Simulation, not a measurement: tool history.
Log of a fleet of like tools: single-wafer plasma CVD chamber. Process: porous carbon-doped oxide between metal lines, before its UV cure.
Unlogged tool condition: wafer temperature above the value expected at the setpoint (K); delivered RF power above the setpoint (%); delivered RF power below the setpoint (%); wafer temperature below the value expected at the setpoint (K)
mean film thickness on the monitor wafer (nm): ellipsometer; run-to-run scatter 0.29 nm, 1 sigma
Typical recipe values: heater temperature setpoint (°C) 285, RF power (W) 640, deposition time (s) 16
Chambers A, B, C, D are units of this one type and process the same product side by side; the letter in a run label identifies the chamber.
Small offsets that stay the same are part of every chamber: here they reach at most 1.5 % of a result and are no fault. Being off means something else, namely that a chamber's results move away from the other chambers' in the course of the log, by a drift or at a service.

run	day	heater temperature setpoint (°C)	RF power (W)	deposition time (s)	hours since the last thermocouple change	hours since the last RF generator calibration	read-back reference wafer on the same gauge, thickness_nm	mean film thickness on the monitor wafer (nm)
1C	0.279	285	640	16	232.7	703.7	103.93	113.41
2D	0.562	285	640	16	563	343	104.02	115
3A	0.85	285	640	16	250	424.8	103.99	114.25
4B	1.154	285	640	16	454.1	915.2	104	113.21
5D	1.512	285	640	16	585.8	365.8	104	114.83
6B	1.842	285	640	16	470.6	931.7	104.05	112.79
7C	2.104	285	640	16	276.5	747.5	104.02	113.6
8A	2.3	285	640	16	284.8	459.6	103.98	114.4
9A	2.658	285	640	16	293.4	468.2	104	113.78
10C	2.85	285	640	16	294.4	765.4	103.96	113.98
11D	3.1	285	640	16	623.9	403.9	104.07	114.35
12B	3.358	285	640	16	507	968.1	104.07	113.51
13B	3.654	285	640	16	514.1	975.2	103.97	113.7
# day 3.696: chamber C: RF generator calibrated
14D	3.846	285	640	16	641.8	421.8	103.91	113.93
15C	4.2	285	640	16	326.8	12.2	103.98	113.01
16A	4.438	285	640	16	336.1	510.9	103.95	114.13
17C	4.696	285	640	16	338.7	24.1	104	113.06
18B	4.954	273	640	16	545.3	1006.4	103.99	122.76
19A	5.296	273	640	16	356.7	531.5	104.03	123.87
20D	5.504	273	640	16	681.6	461.6	104.01	122.84
21C	5.733	273	640	16	363.6	49	104.02	121.74
22D	6.025	285	640	16	694.1	474.1	103.92	113.1
23B	6.304	285	640	16	577.7	1038.8	103.99	113.87
24A	6.521	285	640	16	386.1	560.9	104.05	114.28
25C	6.833	285	640	16	390	75.4	104.03	113.23
26B	7.075	285	640	16	596.2	1057.3	103.93	113.39
27A	7.275	285	640	16	404.2	579	103.98	113.87
28D	7.646	285	640	16	733	513	104.04	112.47
29B	7.933	285	640	16	616.8	1077.9	104.06	113.46
30D	8.192	285	640	16	746.1	526.1	104.04	112.4
31A	8.525	285	640	16	434.2	609	104.05	114.08
32C	8.842	285	640	16	438.2	123.6	104.04	113.35
33D	9.112	285	640	16	768.2	548.2	103.98	112.58
34C	9.35	285	640	16	450.4	135.8	103.99	112.86
35A	9.692	285	640	16	462.2	637	103.93	113.67
36B	9.962	285	640	16	665.5	1126.6	104	113.28
37C	10.225	285	640	16	471.4	156.8	103.97	113.62
38B	10.521	285	640	16	678.9	1140	104.07	113.58
39A	10.883	285	640	16	490.8	665.6	104	114.6

The same settings go to every chamber for the next run, one line per chamber below. Forecast the results for each:
40A	11.158	285	640	13.8				?
40B	11.158	285	640	13.8				?
40C	11.158	285	640	13.8				?
40D	11.158	285	640	13.8				?

run	mean film thickness on the monitor wafer (nm)
40A	98.844
40B	98.398
40C	98.414
40D	96.714

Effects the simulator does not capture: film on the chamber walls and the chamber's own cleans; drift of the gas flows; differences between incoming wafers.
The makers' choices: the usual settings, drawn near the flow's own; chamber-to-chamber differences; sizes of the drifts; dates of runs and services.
